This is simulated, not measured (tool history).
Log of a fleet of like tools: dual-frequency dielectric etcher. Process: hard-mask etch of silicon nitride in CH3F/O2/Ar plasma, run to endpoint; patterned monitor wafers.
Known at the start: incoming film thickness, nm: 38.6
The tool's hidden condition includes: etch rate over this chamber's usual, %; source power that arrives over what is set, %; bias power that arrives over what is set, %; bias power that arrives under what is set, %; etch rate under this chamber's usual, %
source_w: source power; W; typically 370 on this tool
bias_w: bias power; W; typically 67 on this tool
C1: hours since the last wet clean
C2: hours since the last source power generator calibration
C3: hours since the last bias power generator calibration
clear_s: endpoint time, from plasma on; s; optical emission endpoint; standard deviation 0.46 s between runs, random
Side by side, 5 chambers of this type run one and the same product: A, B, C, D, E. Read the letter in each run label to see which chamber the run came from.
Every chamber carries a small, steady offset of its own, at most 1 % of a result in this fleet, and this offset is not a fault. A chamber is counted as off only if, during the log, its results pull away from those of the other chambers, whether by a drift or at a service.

{"run": "1B", "hour": 3.3, "source_w": 370, "bias_w": 67, "C1": 257.7, "C2": 44.7, "C3": 68.5, "clear_s": 58.508}
{"run": "2A", "hour": 6.4, "source_w": 370, "bias_w": 67, "C1": 104.8, "C2": 943.9, "C3": 4029.8, "clear_s": 58.403}
{"run": "3E", "hour": 10.8, "source_w": 370, "bias_w": 67, "C1": 222.4, "C2": 2770.4, "C3": 34.6, "clear_s": 58.958}
{"run": "4C", "hour": 15.5, "source_w": 370, "bias_w": 67, "C1": 254.6, "C2": 1643.4, "C3": 287.1, "clear_s": 59.17}
{"run": "5D", "hour": 19.0, "source_w": 370, "bias_w": 67, "C1": 397.8, "C2": 2626.4, "C3": 2307.3, "clear_s": 59.094}
{"run": "6E", "hour": 22.1, "source_w": 370, "bias_w": 67, "C1": 233.7, "C2": 2781.7, "C3": 45.9, "clear_s": 58.872}
{"run": "7D", "hour": 26.7, "source_w": 370, "bias_w": 67, "C1": 405.5, "C2": 2634.1, "C3": 2315.0, "clear_s": 59.366}
{"run": "8B", "hour": 29.1, "source_w": 370, "bias_w": 67, "C1": 283.5, "C2": 70.5, "C3": 94.3, "clear_s": 58.978}
{"run": "9A", "hour": 32.5, "source_w": 370, "bias_w": 67, "C1": 130.9, "C2": 970.0, "C3": 4055.9, "clear_s": 59.742}
{"hour": 35.1, "done": "chamber D: source power generator calibrated"}
{"run": "10C", "hour": 37.6, "source_w": 370, "bias_w": 67, "C1": 276.7, "C2": 1665.5, "C3": 309.2, "clear_s": 59.896}
{"run": "11D", "hour": 41.1, "source_w": 370, "bias_w": 67, "C1": 419.9, "C2": 6.0, "C3": 2329.4, "clear_s": 57.814}
{"run": "12A", "hour": 44.7, "source_w": 370, "bias_w": 60, "C1": 143.1, "C2": 982.2, "C3": 4068.1, "clear_s": 61.408}
{"run": "13E", "hour": 47.5, "source_w": 370, "bias_w": 60, "C1": 259.1, "C2": 2807.1, "C3": 71.3, "clear_s": 62.026}
{"run": "14C", "hour": 52.4, "source_w": 370, "bias_w": 60, "C1": 291.5, "C2": 1680.3, "C3": 324.0, "clear_s": 61.548}
{"run": "15B", "hour": 56.8, "source_w": 370, "bias_w": 60, "C1": 311.2, "C2": 98.2, "C3": 122.0, "clear_s": 61.424}
{"run": "16C", "hour": 62.0, "source_w": 370, "bias_w": 60, "C1": 301.1, "C2": 1689.9, "C3": 333.6, "clear_s": 61.761}
{"run": "17A", "hour": 64.6, "source_w": 370, "bias_w": 57, "C1": 163.0, "C2": 1002.1, "C3": 4088.0, "clear_s": 62.186}
{"run": "18B", "hour": 67.3, "source_w": 370, "bias_w": 57, "C1": 321.7, "C2": 108.7, "C3": 132.5, "clear_s": 61.79}
{"run": "19D", "hour": 72.1, "source_w": 370, "bias_w": 57, "C1": 450.9, "C2": 37.0, "C3": 2360.4, "clear_s": 62.149}
{"run": "20E", "hour": 77.1, "source_w": 370, "bias_w": 57, "C1": 288.7, "C2": 2836.7, "C3": 100.9, "clear_s": 63.946}
{"run": "21A", "hour": 80.6, "source_w": 370, "bias_w": 57, "C1": 179.0, "C2": 1018.1, "C3": 4104.0, "clear_s": 62.343}
{"run": "22B", "hour": 84.3, "source_w": 370, "bias_w": 67, "C1": 338.7, "C2": 125.7, "C3": 149.5, "clear_s": 59.67}
{"run": "23E", "hour": 87.8, "source_w": 370, "bias_w": 67, "C1": 299.4, "C2": 2847.4, "C3": 111.6, "clear_s": 59.968}
{"run": "24C", "hour": 92.8, "source_w": 370, "bias_w": 67, "C1": 331.9, "C2": 1720.7, "C3": 364.4, "clear_s": 59.037}
{"run": "25D", "hour": 97.1, "source_w": 370, "bias_w": 67, "C1": 475.9, "C2": 62.0, "C3": 2385.4, "clear_s": 59.256}
{"run": "26E", "hour": 102.0, "source_w": 370, "bias_w": 67, "C1": 313.6, "C2": 2861.6, "C3": 125.8, "clear_s": 60.285}
{"run": "27A", "hour": 106.9, "source_w": 370, "bias_w": 61, "C1": 205.3, "C2": 1044.4, "C3": 4130.3, "clear_s": 60.644}
{"run": "28C", "hour": 109.3, "source_w": 370, "bias_w": 61, "C1": 348.4, "C2": 1737.2, "C3": 380.9, "clear_s": 61.754}
{"run": "29D", "hour": 114.6, "source_w": 370, "bias_w": 61, "C1": 493.4, "C2": 79.5, "C3": 2402.9, "clear_s": 60.347}
{"run": "30B", "hour": 119.4, "source_w": 370, "bias_w": 61, "C1": 373.8, "C2": 160.8, "C3": 184.6, "clear_s": 61.575}
{"run": "31E", "hour": 121.8, "source_w": 370, "bias_w": 61, "C1": 333.4, "C2": 2881.4, "C3": 145.6, "clear_s": 63.146}
{"run": "32B", "hour": 126.1, "source_w": 370, "bias_w": 67, "C1": 380.5, "C2": 167.5, "C3": 191.3, "clear_s": 59.941}
{"run": "33C", "hour": 128.5, "source_w": 420, "bias_w": 60, "C1": 367.6, "C2": 1756.4, "C3": 400.1, "clear_s": 59.377}
{"run": "34A", "hour": 131.3, "source_w": 420, "bias_w": 60, "C1": 229.7, "C2": 1068.8, "C3": 4154.7, "clear_s": 57.805}

Next, all 5 chambers run the settings below, one line each with question marks for the results. What does each chamber give?
{"run": "35A", "hour": 135.1, "source_w": 370, "bias_w": 53, "clear_s": "?"}
{"run": "35B", "hour": 135.1, "source_w": 370, "bias_w": 53, "clear_s": "?"}
{"run": "35C", "hour": 135.1, "source_w": 370, "bias_w": 53, "clear_s": "?"}
{"run": "35D", "hour": 135.1, "source_w": 370, "bias_w": 53, "clear_s": "?"}
{"run": "35E", "hour": 135.1, "source_w": 370, "bias_w": 53, "clear_s": "?"}

run=35A clear_s=63.031
run=35B clear_s=63.136
run=35C clear_s=64.632
run=35D clear_s=64.870
run=35E clear_s=66.180
